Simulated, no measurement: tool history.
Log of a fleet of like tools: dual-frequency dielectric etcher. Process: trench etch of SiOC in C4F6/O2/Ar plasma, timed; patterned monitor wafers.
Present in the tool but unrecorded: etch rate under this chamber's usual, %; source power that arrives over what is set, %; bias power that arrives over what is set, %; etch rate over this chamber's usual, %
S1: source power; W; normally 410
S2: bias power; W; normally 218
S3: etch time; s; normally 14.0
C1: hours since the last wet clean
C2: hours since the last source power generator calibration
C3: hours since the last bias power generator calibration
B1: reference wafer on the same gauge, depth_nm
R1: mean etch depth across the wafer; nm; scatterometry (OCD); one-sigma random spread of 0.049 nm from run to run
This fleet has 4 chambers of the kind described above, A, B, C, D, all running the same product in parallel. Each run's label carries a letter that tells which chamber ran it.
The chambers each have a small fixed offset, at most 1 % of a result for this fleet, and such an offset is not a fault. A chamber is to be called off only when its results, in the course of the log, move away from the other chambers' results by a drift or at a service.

run	hour	S1	S2	S3	C1	C2	C3	B1	R1
1C	16.3	410	218	14.0	188.8	1400.6	4893.8	34.374	31.400
# hour 19.9: chamber D: source power generator calibrated
2D	23.5	410	218	14.0	250.0	3.7	2927.2	34.380	31.039
3A	39.1	410	218	14.0	236.1	2325.6	828.4	34.389	31.096
4B	54.9	410	218	14.0	160.0	3353.8	2725.3	34.365	31.281
5D	68.6	410	218	14.0	295.1	48.8	2972.3	34.357	31.087
6B	78.2	410	218	14.0	183.3	3377.1	2748.6	34.358	31.221
# hour 85.0: chamber C: bias power generator calibrated
7C	90.9	320	218	17.5	263.4	1475.2	5.9	34.357	35.510
8A	105.5	320	218	17.5	302.5	2392.0	894.8	34.349	35.368
9A	118.8	320	218	17.5	315.8	2405.3	908.1	34.328	35.241
# hour 124.8: chamber A: wet clean of the chamber
10C	127.9	320	218	17.5	300.4	1512.2	42.9	34.339	35.502
11B	136.9	410	218	14.0	242.0	3435.8	2807.3	34.321	31.178
12D	150.6	410	218	14.0	377.1	130.8	3054.3	34.325	31.009
13A	163.6	330	218	14.0	38.9	2450.1	952.9	34.308	28.665
14B	176.9	330	218	14.0	282.0	3475.8	2847.3	34.292	28.683
15D	185.2	330	218	14.0	411.7	165.4	3088.9	34.298	28.494
16C	197.9	330	218	14.0	370.4	1582.2	112.9	34.300	28.830
# hour 201.8: chamber D: wet clean of the chamber
17A	209.5	460	218	16.0	84.8	2496.0	998.8	34.276	37.160
18C	219.3	460	218	16.0	391.8	1603.6	134.3	34.294	37.365
19B	229.0	460	218	16.0	334.1	3527.9	2899.4	34.265	37.102
20D	243.8	460	218	16.0	42.1	224.0	3147.5	34.258	36.897
21D	252.9	410	218	14.0	51.2	233.1	3156.6	34.262	30.964
22C	263.4	410	218	14.0	435.9	1647.7	178.4	34.272	31.208
23A	279.2	410	218	14.0	154.5	2565.7	1068.5	34.234	31.035
24B	291.8	410	218	14.0	396.9	3590.7	2962.2	34.234	31.118
25C	306.0	410	218	14.0	478.5	1690.3	221.0	34.229	31.193
26B	318.7	410	218	14.0	423.8	3617.6	2989.1	34.222	31.053
27A	330.9	410	218	14.0	206.2	2617.4	1120.2	34.211	31.028
28D	338.0	410	218	14.0	136.3	318.2	3241.7	34.209	30.844
# hour 350.6: chamber C: wet clean of the chamber
29D	353.7	410	218	11.0	152.0	333.9	3257.4	34.213	24.306
30A	365.1	410	218	11.0	240.4	2651.6	1154.4	34.200	24.327
31B	374.2	410	218	11.0	479.3	3673.1	3044.6	34.193	24.361
32C	386.9	410	218	11.0	36.4	1771.2	301.9	34.184	24.496
33D	396.9	410	192	14.0	195.2	377.1	3300.6	34.194	29.597

One chamber off, gauge drift, or nothing amiss beyond the chambers' own small offsets? If it is a chamber, which one, and what is the likeliest cause?

No chamber is off; the gauge reading every chamber's wafers drifts, which makes the whole fleet appear to move together.
Cause: gauge reads low (%) = 0.65.

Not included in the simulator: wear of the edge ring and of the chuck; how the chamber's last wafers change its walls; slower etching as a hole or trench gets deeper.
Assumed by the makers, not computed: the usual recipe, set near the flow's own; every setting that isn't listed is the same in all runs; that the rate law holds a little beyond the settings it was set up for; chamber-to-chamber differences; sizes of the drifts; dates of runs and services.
